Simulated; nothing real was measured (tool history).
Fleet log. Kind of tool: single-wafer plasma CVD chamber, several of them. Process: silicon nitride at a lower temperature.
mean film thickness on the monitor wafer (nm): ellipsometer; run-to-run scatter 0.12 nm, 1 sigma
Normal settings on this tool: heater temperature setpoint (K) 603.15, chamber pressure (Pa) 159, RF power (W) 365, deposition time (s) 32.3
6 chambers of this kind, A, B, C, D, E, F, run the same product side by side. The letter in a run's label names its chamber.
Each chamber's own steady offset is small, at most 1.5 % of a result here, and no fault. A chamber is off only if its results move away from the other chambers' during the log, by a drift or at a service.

run	day	heater temperature setpoint (K)	chamber pressure (Pa)	RF power (W)	deposition time (s)	hours since the last thermocouple change	hours since the last RF generator calibration	hours since the last manometer calibration	read-back reference wafer on the same gauge, thickness_nm	mean film thickness on the monitor wafer (nm)
1E	0.271	603.15	159	365	32.3	1491.9	1424.2	710.2	42.624	39.754
2D	0.542	603.15	159	365	32.3	268.5	229.1	1216	42.615	40.47
3F	0.9	603.15	159	365	32.3	727.8	1148.9	102.6	42.603	39.847
4B	1.488	603.15	159	365	32.3	852.5	705.3	871	42.606	39.397
5C	2.088	603.15	159	365	32.3	2747.7	1709.2	2677.1	42.593	39.777
6A	2.704	603.15	159	365	32.3	955	157.4	1087.9	42.611	39.664
7D	3.017	603.15	159	365	32.3	327.9	288.5	1275.4	42.601	40.536
8C	3.312	603.15	159	365	32.3	2777.1	1738.6	2706.5	42.582	40.043
9E	3.704	603.15	123	410	32.3	1574.3	1506.6	792.6	42.632	39.44
# day 3.758: chamber F: RF generator calibrated
10B	4.321	603.15	123	410	32.3	920.5	773.3	939	42.575	39.019
11F	4.642	603.15	123	410	32.3	817.6	21.2	192.4	42.634	39.194
12A	5.021	603.15	123	410	32.3	1010.6	213	1143.5	42.566	39.433
13A	5.483	603.15	123	410	32.3	1021.7	224.1	1154.6	42.625	39.709
14F	5.962	603.15	123	410	32.3	849.3	52.9	224.1	42.607	39.425
# day 6: chamber F: thermocouple changed; heater temperature recalibrated
# day 6.279: chamber D: capacitance manometer re-zeroed and calibrated
# day 6.492: chamber A: capacitance manometer re-zeroed and calibrated
15B	6.508	603.15	159	365	32.3	973	825.8	991.5	42.59	39.469
16C	6.842	603.15	159	365	32.3	2861.8	1823.3	2791.2	42.592	39.946
17E	7.229	603.15	159	365	32.3	1658.9	1591.2	877.2	42.576	39.571
18D	7.562	603.15	159	365	32.3	437	397.6	30.9	42.62	40.35
19D	8.038	603.15	159	365	32.3	448.4	409	42.3	42.635	40.455
# day 8.421: chamber C: capacitance manometer re-zeroed and calibrated
20B	8.442	603.15	137	365	37.6	1019.4	872.2	1037.9	42.605	43.899
21E	8.796	603.15	137	365	37.6	1696.5	1628.8	914.8	42.591	44.013
22A	9.333	603.15	137	365	37.6	1114.1	316.5	68.3	42.637	43.083
23F	9.712	603.15	137	365	37.6	89.2	142.9	314.1	42.605	44.18
24C	10.117	603.15	137	365	37.6	2940.4	1901.9	40.8	42.602	44.532
# day 10.45: chamber C: RF generator calibrated
25B	10.546	603.15	137	365	37.6	1069.9	922.7	1088.4	42.612	44.066
# day 10.596: chamber B: RF generator calibrated
26D	11.154	603.15	159	365	36.9	523.2	483.8	117.1	42.619	46.012
27F	11.721	603.15	159	365	36.9	137.4	191.1	362.3	42.59	45.122
28C	12.25	603.15	159	365	36.9	2991.6	43.3	92	42.604	45.756
29A	12.825	603.15	159	365	36.9	1197.9	400.3	152.1	42.587	44.312
30E	13.412	603.15	159	365	36.9	1807.3	1739.6	1025.6	42.59	45.359
31F	13.888	603.15	159	365	36.9	189.4	243.1	414.3	42.571	45.429
32E	14.192	603.15	188	365	27.3	1826	1758.3	1044.3	42.597	35.115
33C	14.792	603.15	188	365	27.3	3052.6	104.3	153	42.587	35.519
34A	15.171	603.15	188	365	27.3	1254.2	456.6	208.4	42.62	34.267
# day 15.388: chamber E: capacitance manometer re-zeroed and calibrated
35D	15.583	603.15	188	365	27.3	629.5	590.1	223.4	42.591	35.834
36B	16.075	603.15	188	365	27.3	1202.6	131.5	1221.1	42.587	34.956
37B	16.467	603.15	188	365	27.3	1212	140.9	1230.5	42.609	34.842
38F	16.958	603.15	159	365	32.3	263.1	316.8	488	42.594	39.509
# day 17.304: chamber E: RF generator calibrated
39E	17.446	603.15	159	365	32.3	1904.1	3.5	49.4	42.6	39.598
40C	17.867	603.15	159	365	32.3	3126.4	178.1	226.8	42.617	40.029

One chamber off, gauge drift, or nothing amiss beyond the chambers' own small offsets? If it is a chamber, which one, and what is the likeliest cause?

A service on chamber A put it out of line with the rest.
What lies behind it: true pressure below the setpoint (%) = 7.38.

Chamber A could run next with any of the 4 candidate recipes listed below; each alters the usual settings, and their results appear as question marks. Which one brings its results back in line with what the other chambers deliver on the usual settings?
A result is in line if it is within this distance of the other chambers' mean on the usual settings: mean film thickness on the monitor wafer (nm) 0.41
41A-1	18.304	603.15	159	390	32.3					?
41A-2	18.304	603.15	159	365	31.5					?
41A-3	18.304	603.15	159	370	32.9					?
41A-4	18.304	603.15	159	365	30.9					?

What the other chambers average on the usual settings: mean film thickness on the monitor wafer (nm) 39.834
run	mean film thickness on the monitor wafer (nm)
41A-1	40.576
41A-2	37.941
41A-3	39.968
41A-4	37.22
With 41A-3, the chamber falls back in line with the rest.

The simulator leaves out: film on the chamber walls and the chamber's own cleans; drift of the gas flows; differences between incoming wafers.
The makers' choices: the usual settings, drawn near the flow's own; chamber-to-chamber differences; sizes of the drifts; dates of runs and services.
